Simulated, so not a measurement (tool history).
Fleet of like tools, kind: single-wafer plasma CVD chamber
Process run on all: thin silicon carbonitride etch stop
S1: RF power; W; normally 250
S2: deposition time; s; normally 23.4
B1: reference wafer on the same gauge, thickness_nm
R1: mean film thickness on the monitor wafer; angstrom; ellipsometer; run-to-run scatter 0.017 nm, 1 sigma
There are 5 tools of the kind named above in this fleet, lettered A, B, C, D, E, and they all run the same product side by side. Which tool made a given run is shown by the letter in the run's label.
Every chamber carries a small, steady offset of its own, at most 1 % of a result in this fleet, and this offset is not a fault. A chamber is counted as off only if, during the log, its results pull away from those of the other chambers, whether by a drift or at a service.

{"run": "1C", "hour": 6.5, "S1": 250, "S2": 23.4, "B1": 14.2, "R1": 142.9}
{"run": "2D", "hour": 14.6, "S1": 250, "S2": 23.4, "B1": 14.203, "R1": 142.18}
{"run": "3B", "hour": 27.1, "S1": 250, "S2": 23.4, "B1": 14.202, "R1": 142.54}
{"run": "4E", "hour": 41.5, "S1": 250, "S2": 23.4, "B1": 14.207, "R1": 141.31}
{"run": "5A", "hour": 52.5, "S1": 250, "S2": 23.4, "B1": 14.206, "R1": 142.06}
{"run": "6D", "hour": 61.7, "S1": 250, "S2": 23.4, "B1": 14.208, "R1": 142.59}
{"run": "7E", "hour": 69.3, "S1": 250, "S2": 23.4, "B1": 14.208, "R1": 141.41}
{"run": "8C", "hour": 81.3, "S1": 250, "S2": 23.4, "B1": 14.213, "R1": 143.39}
{"run": "9B", "hour": 88.9, "S1": 275, "S2": 26.5, "B1": 14.218, "R1": 166.36}
{"run": "10A", "hour": 102.5, "S1": 275, "S2": 26.5, "B1": 14.213, "R1": 165.43}
{"run": "11D", "hour": 109.6, "S1": 275, "S2": 26.5, "B1": 14.218, "R1": 166.15}
{"run": "12C", "hour": 118.8, "S1": 275, "S2": 26.5, "B1": 14.216, "R1": 166.92}
{"run": "13B", "hour": 127.6, "S1": 275, "S2": 26.5, "B1": 14.221, "R1": 166.14}
{"run": "14E", "hour": 140.4, "S1": 250, "S2": 23.4, "B1": 14.218, "R1": 141.44}
{"run": "15A", "hour": 149.5, "S1": 250, "S2": 23.4, "B1": 14.222, "R1": 142.29}
{"run": "16A", "hour": 160.0, "S1": 250, "S2": 23.4, "B1": 14.223, "R1": 141.99}
{"run": "17E", "hour": 171.2, "S1": 250, "S2": 23.4, "B1": 14.224, "R1": 141.92}
{"run": "18B", "hour": 180.9, "S1": 250, "S2": 23.4, "B1": 14.229, "R1": 142.81}
{"run": "19D", "hour": 189.3, "S1": 205, "S2": 21.2, "B1": 14.231, "R1": 121.69}
{"run": "20C", "hour": 200.0, "S1": 205, "S2": 21.2, "B1": 14.225, "R1": 122.26}
{"run": "21E", "hour": 211.7, "S1": 205, "S2": 21.2, "B1": 14.228, "R1": 121.12}
{"run": "22B", "hour": 222.7, "S1": 205, "S2": 21.2, "B1": 14.237, "R1": 122.13}
{"run": "23A", "hour": 230.4, "S1": 205, "S2": 21.2, "B1": 14.234, "R1": 121.29}
{"run": "24C", "hour": 241.3, "S1": 225, "S2": 27.6, "B1": 14.239, "R1": 163.69}
{"run": "25D", "hour": 250.8, "S1": 225, "S2": 27.6, "B1": 14.241, "R1": 163.11}
{"run": "26C", "hour": 261.4, "S1": 225, "S2": 27.6, "B1": 14.239, "R1": 164.01}
{"run": "27B", "hour": 274.2, "S1": 225, "S2": 27.6, "B1": 14.239, "R1": 163.17}
{"run": "28A", "hour": 284.5, "S1": 225, "S2": 27.6, "B1": 14.244, "R1": 162.84}
{"run": "29D", "hour": 297.1, "S1": 250, "S2": 23.4, "B1": 14.248, "R1": 142.54}
{"run": "30E", "hour": 307.9, "S1": 225, "S2": 27.7, "B1": 14.246, "R1": 163.04}
{"run": "31B", "hour": 317.5, "S1": 225, "S2": 27.7, "B1": 14.248, "R1": 164.09}
{"hour": 323.2, "done": "chamber E: thermocouple changed; heater temperature recalibrated"}
{"run": "32A", "hour": 326.2, "S1": 225, "S2": 27.7, "B1": 14.245, "R1": 163.57}
{"run": "33C", "hour": 335.5, "S1": 225, "S2": 27.7, "B1": 14.25, "R1": 164.73}
{"run": "34D", "hour": 349.4, "S1": 225, "S2": 27.7, "B1": 14.25, "R1": 164.02}
{"run": "35E", "hour": 356.5, "S1": 290, "S2": 23.4, "B1": 14.25, "R1": 148.36}
{"run": "36B", "hour": 368.2, "S1": 290, "S2": 23.4, "B1": 14.256, "R1": 149.32}
{"run": "37C", "hour": 378.0, "S1": 290, "S2": 23.4, "B1": 14.26, "R1": 150.18}
{"hour": 382.1, "done": "chamber C: thermocouple changed; heater temperature recalibrated"}
{"run": "38E", "hour": 385.3, "S1": 290, "S2": 23.4, "B1": 14.26, "R1": 148.35}
{"run": "39D", "hour": 396.5, "S1": 290, "S2": 23.4, "B1": 14.26, "R1": 149.8}
{"run": "40A", "hour": 408.0, "S1": 250, "S2": 23.4, "B1": 14.263, "R1": 142.42}
{"run": "41D", "hour": 415.8, "S1": 250, "S2": 23.4, "B1": 14.261, "R1": 142.85}
{"run": "42C", "hour": 427.9, "S1": 250, "S2": 23.4, "B1": 14.26, "R1": 143.79}
{"run": "43E", "hour": 438.7, "S1": 250, "S2": 23.4, "B1": 14.269, "R1": 141.77}
{"run": "44B", "hour": 452.8, "S1": 250, "S2": 23.4, "B1": 14.266, "R1": 143.14}

Decide between three cases: one chamber stands off from its peers, the gauge reading all wafers drifts, or nothing is wrong past each chamber's small offset. Where a chamber is off, say which and what most likely put it there.

The gauge drifts, so all chambers seem to drift together. No chamber is off.
Most likely cause: gauge reads high (%) = 0.489.
